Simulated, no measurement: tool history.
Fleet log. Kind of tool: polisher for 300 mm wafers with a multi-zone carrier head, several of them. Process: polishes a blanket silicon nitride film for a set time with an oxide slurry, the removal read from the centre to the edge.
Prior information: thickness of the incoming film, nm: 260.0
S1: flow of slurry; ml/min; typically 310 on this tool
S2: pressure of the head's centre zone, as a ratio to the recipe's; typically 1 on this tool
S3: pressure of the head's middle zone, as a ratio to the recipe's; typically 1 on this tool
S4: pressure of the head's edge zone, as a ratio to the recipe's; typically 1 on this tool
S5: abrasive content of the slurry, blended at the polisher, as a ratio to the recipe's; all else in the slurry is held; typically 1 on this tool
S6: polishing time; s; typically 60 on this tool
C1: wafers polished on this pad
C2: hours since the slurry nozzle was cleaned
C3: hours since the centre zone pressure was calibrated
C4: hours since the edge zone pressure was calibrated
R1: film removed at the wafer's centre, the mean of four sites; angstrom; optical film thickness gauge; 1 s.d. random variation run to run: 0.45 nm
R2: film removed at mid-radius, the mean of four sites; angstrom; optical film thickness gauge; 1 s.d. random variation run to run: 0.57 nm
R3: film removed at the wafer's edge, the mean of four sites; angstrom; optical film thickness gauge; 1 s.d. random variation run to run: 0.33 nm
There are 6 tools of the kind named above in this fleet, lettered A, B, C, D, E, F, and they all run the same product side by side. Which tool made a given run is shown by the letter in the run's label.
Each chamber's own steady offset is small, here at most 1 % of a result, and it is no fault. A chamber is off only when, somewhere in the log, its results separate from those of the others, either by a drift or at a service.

run 1A day=0.146 | S1=310 S2=1 S3=1 S4=1 S5=1 S6=60 | C1=183 C2=137.1 C3=500.4 C4=708.8 | R1=444.39 R2=437 R3=438.61
-- day=0.162 chamber E: worn pad replaced by a new one
run 2D day=0.271 | S1=310 S2=1 S3=1 S4=1 S5=1 S6=60 | C1=1071 C2=292 C3=341.7 C4=239.2 | R1=447.54 R2=439.83 R3=446.31
run 3F day=0.467 | S1=310 S2=1 S3=1 S4=1 S5=1 S6=60 | C1=420 C2=140.3 C3=1440.2 C4=579.6 | R1=444.46 R2=442.88 R3=437.63
run 4E day=0.667 | S1=310 S2=1 S3=1 S4=1 S5=1 S6=60 | C1=86 C2=132.6 C3=234.8 C4=948.1 | R1=443.5 R2=456.12 R3=441.83
run 5B day=0.792 | S1=310 S2=1 S3=1 S4=1.07 S5=1 S6=60 | C1=487 C2=208.5 C3=262.5 C4=386.1 | R1=439.15 R2=429.56 R3=453.79
run 6C day=0.967 | S1=310 S2=1 S3=1 S4=1.07 S5=1 S6=60 | C1=251 C2=164.7 C3=416.2 C4=143.9 | R1=437.05 R2=436.29 R3=454.75
run 7B day=1.088 | S1=310 S2=1 S3=1 S4=1.07 S5=1 S6=60 | C1=538 C2=215.6 C3=269.6 C4=393.2 | R1=435.21 R2=451.51 R3=452.19
run 8E day=1.225 | S1=310 S2=1 S3=1 S4=1.07 S5=1 S6=60 | C1=183 C2=146 C3=248.2 C4=961.5 | R1=445.79 R2=432.73 R3=465.76
run 9C day=1.429 | S1=310 S2=1 S3=1 S4=1.07 S5=1 S6=60 | C1=330 C2=175.8 C3=427.3 C4=155 | R1=434.42 R2=439.68 R3=453.61
run 10A day=1.633 | S1=310 S2=1 S3=1 S4=1.07 S5=1 S6=60 | C1=440 C2=172.8 C3=536.1 C4=744.5 | R1=446.8 R2=445.11 R3=459.41
run 11F day=1.846 | S1=310 S2=0.9 S3=1 S4=1 S5=0.8 S6=60 | C1=658 C2=173.4 C3=1473.3 C4=612.7 | R1=356.2 R2=402.95 R3=396.83
run 12D day=1.962 | S1=310 S2=0.9 S3=1 S4=1 S5=0.8 S6=60 | C1=1362 C2=332.6 C3=382.3 C4=279.8 | R1=353.55 R2=394.54 R3=399.04
run 13F day=2.146 | S1=310 S2=0.9 S3=1 S4=1 S5=0.8 S6=60 | C1=709 C2=180.6 C3=1480.5 C4=619.9 | R1=348.49 R2=397.59 R3=398.01
run 14B day=2.258 | S1=310 S2=0.9 S3=1 S4=1 S5=0.8 S6=60 | C1=740 C2=243.7 C3=297.7 C4=421.3 | R1=345.58 R2=395.68 R3=394.09
-- day=2.267 chamber D: worn pad replaced by a new one
-- day=2.333 chamber B: slurry nozzle cleaned
run 15D day=2.429 | S1=310 S2=0.9 S3=1 S4=1 S5=0.8 S6=60 | C1=28 C2=343.8 C3=393.5 C4=291 | R1=356.54 R2=398.02 R3=402.6
-- day=2.488 chamber F: centre zone pressure recalibrated
run 16C day=2.625 | S1=310 S2=0.9 S3=1 S4=1 S5=0.8 S6=60 | C1=537 C2=204.5 C3=456 C4=183.7 | R1=346.73 R2=384.4 R3=389.03
run 17E day=2.742 | S1=310 S2=1 S3=1 S4=1 S5=1 S6=60 | C1=444 C2=182.4 C3=284.6 C4=997.9 | R1=438.9 R2=444.16 R3=436.17
-- day=2.892 chamber F: slurry nozzle cleaned
run 18A day=2.933 | S1=310 S2=1 S3=1 S4=1 S5=1 S6=60 | C1=664 C2=204 C3=567.3 C4=775.7 | R1=445.36 R2=433.5 R3=435.39
run 19F day=3.05 | S1=310 S2=1 S3=1 S4=1 S5=1 S6=60 | C1=865 C2=3.9 C3=13.6 C4=641.6 | R1=448.31 R2=446.46 R3=442.35
-- day=3.075 chamber A: centre zone pressure recalibrated
run 20A day=3.212 | S1=310 S2=1 S3=1 S4=1 S5=1 S6=60 | C1=712 C2=210.7 C3=3.4 C4=782.4 | R1=379.57 R2=444.84 R3=448.77
-- day=3.404 chamber C: worn pad replaced by a new one
run 21C day=3.425 | S1=310 S2=1 S3=1 S4=1 S5=1 S6=60 | C1=3 C2=223.7 C3=475.2 C4=202.9 | R1=429.56 R2=440.06 R3=439.18
run 22E day=3.521 | S1=310 S2=1 S3=1 S4=1 S5=1 S6=60 | C1=578 C2=201.1 C3=303.3 C4=1016.6 | R1=438.45 R2=445.83 R3=450.18
run 23D day=3.658 | S1=310 S2=1 S3=1 S4=1 S5=1 S6=60 | C1=239 C2=373.3 C3=423 C4=320.5 | R1=440.27 R2=439.04 R3=445.82
-- day=3.696 chamber A: worn pad replaced by a new one
-- day=3.696 chamber E: slurry nozzle cleaned
-- day=3.725 chamber F: worn pad replaced by a new one
run 24B day=3.775 | S1=310 S2=1 S3=1 S4=1 S5=1 S6=60 | C1=1001 C2=34.7 C3=334.1 C4=457.7 | R1=436.69 R2=443.36 R3=442.47
run 25B day=3.867 | S1=310 S2=1 S3=1 S4=1 S5=1 S6=60 | C1=1017 C2=36.9 C3=336.3 C4=459.9 | R1=437.77 R2=426.59 R3=442.59
run 26A day=4.071 | S1=310 S2=1 S3=1 S4=1 S5=1 S6=60 | C1=64 C2=231.3 C3=24 C4=803 | R1=392.07 R2=441.82 R3=439.26
run 27C day=4.196 | S1=310 S2=1 S3=1 S4=1 S5=1 S6=60 | C1=136 C2=242.2 C3=493.7 C4=221.4 | R1=430.22 R2=434.09 R3=439.48
-- day=4.208 chamber D: edge zone pressure recalibrated
run 28E day=4.338 | S1=310 S2=1 S3=1 S4=1 S5=1 S6=60 | C1=719 C2=15.5 C3=322.9 C4=1036.2 | R1=439.94 R2=450.59 R3=448.07
run 29D day=4.458 | S1=310 S2=1 S3=1 S4=1 S5=1 S6=60 | C1=377 C2=392.5 C3=442.2 C4=6.1 | R1=447.8 R2=445.32 R3=448.09
run 30F day=4.612 | S1=210 S2=1 S3=1 S4=1 S5=1 S6=60 | C1=153 C2=41.4 C3=51.1 C4=679.1 | R1=419.16 R2=423.01 R3=422.93
-- day=4.733 chamber D: centre zone pressure recalibrated
run 31C day=4.758 | S1=210 S2=1 S3=1 S4=1 S5=1 S6=60 | C1=233 C2=255.7 C3=507.2 C4=234.9 | R1=414.69 R2=413.23 R3=425.12
run 32F day=4.904 | S1=210 S2=1 S3=1 S4=1 S5=1 S6=60 | C1=203 C2=48.4 C3=58.1 C4=686.1 | R1=408.59 R2=422.96 R3=421.86
-- day=5.062 chamber B: worn pad replaced by a new one
run 33A day=5.071 | S1=210 S2=1 S3=1 S4=1 S5=1 S6=60 | C1=237 C2=255.3 C3=48 C4=827 | R1=365.54 R2=412.05 R3=426.42
run 34D day=5.258 | S1=210 S2=1 S3=1 S4=1 S5=1 S6=60 | C1=515 C2=411.7 C3=12.6 C4=25.3 | R1=432.54 R2=427.86 R3=429.13
-- day=5.296 chamber E: worn pad replaced by a new one
run 35B day=5.438 | S1=210 S2=1 S3=1 S4=1 S5=1 S6=60 | C1=65 C2=74.6 C3=374 C4=497.6 | R1=421.17 R2=425.18 R3=422.2
run 36E day=5.638 | S1=310 S2=1 S3=1 S4=1 S5=1 S6=60 | C1=59 C2=46.7 C3=354.1 C4=1067.4 | R1=445.04 R2=433.69 R3=437.31

For the next run the whole fleet of 6 chambers uses the same settings. Give each chamber's results:
run 37A day=5.792 | S1=310 S2=1 S3=1 S4=1.06 S5=1 S6=60 | R1=? R2=? R3=?
run 37B day=5.792 | S1=310 S2=1 S3=1 S4=1.06 S5=1 S6=60 | R1=? R2=? R3=?
run 37C day=5.792 | S1=310 S2=1 S3=1 S4=1.06 S5=1 S6=60 | R1=? R2=? R3=?
run 37D day=5.792 | S1=310 S2=1 S3=1 S4=1.06 S5=1 S6=60 | R1=? R2=? R3=?
run 37E day=5.792 | S1=310 S2=1 S3=1 S4=1.06 S5=1 S6=60 | R1=? R2=? R3=?
run 37F day=5.792 | S1=310 S2=1 S3=1 S4=1.06 S5=1 S6=60 | R1=? R2=? R3=?

run=37A R1=385.18 R2=438.35 R3=453.48
run=37B R1=442.9 R2=439.8 R3=451.2
run=37C R1=449.36 R2=424 R3=448.75
run=37D R1=435.34 R2=428.87 R3=460.97
run=37E R1=438.12 R2=437.75 R3=456.79
run=37F R1=436.29 R2=447.54 R3=451.55
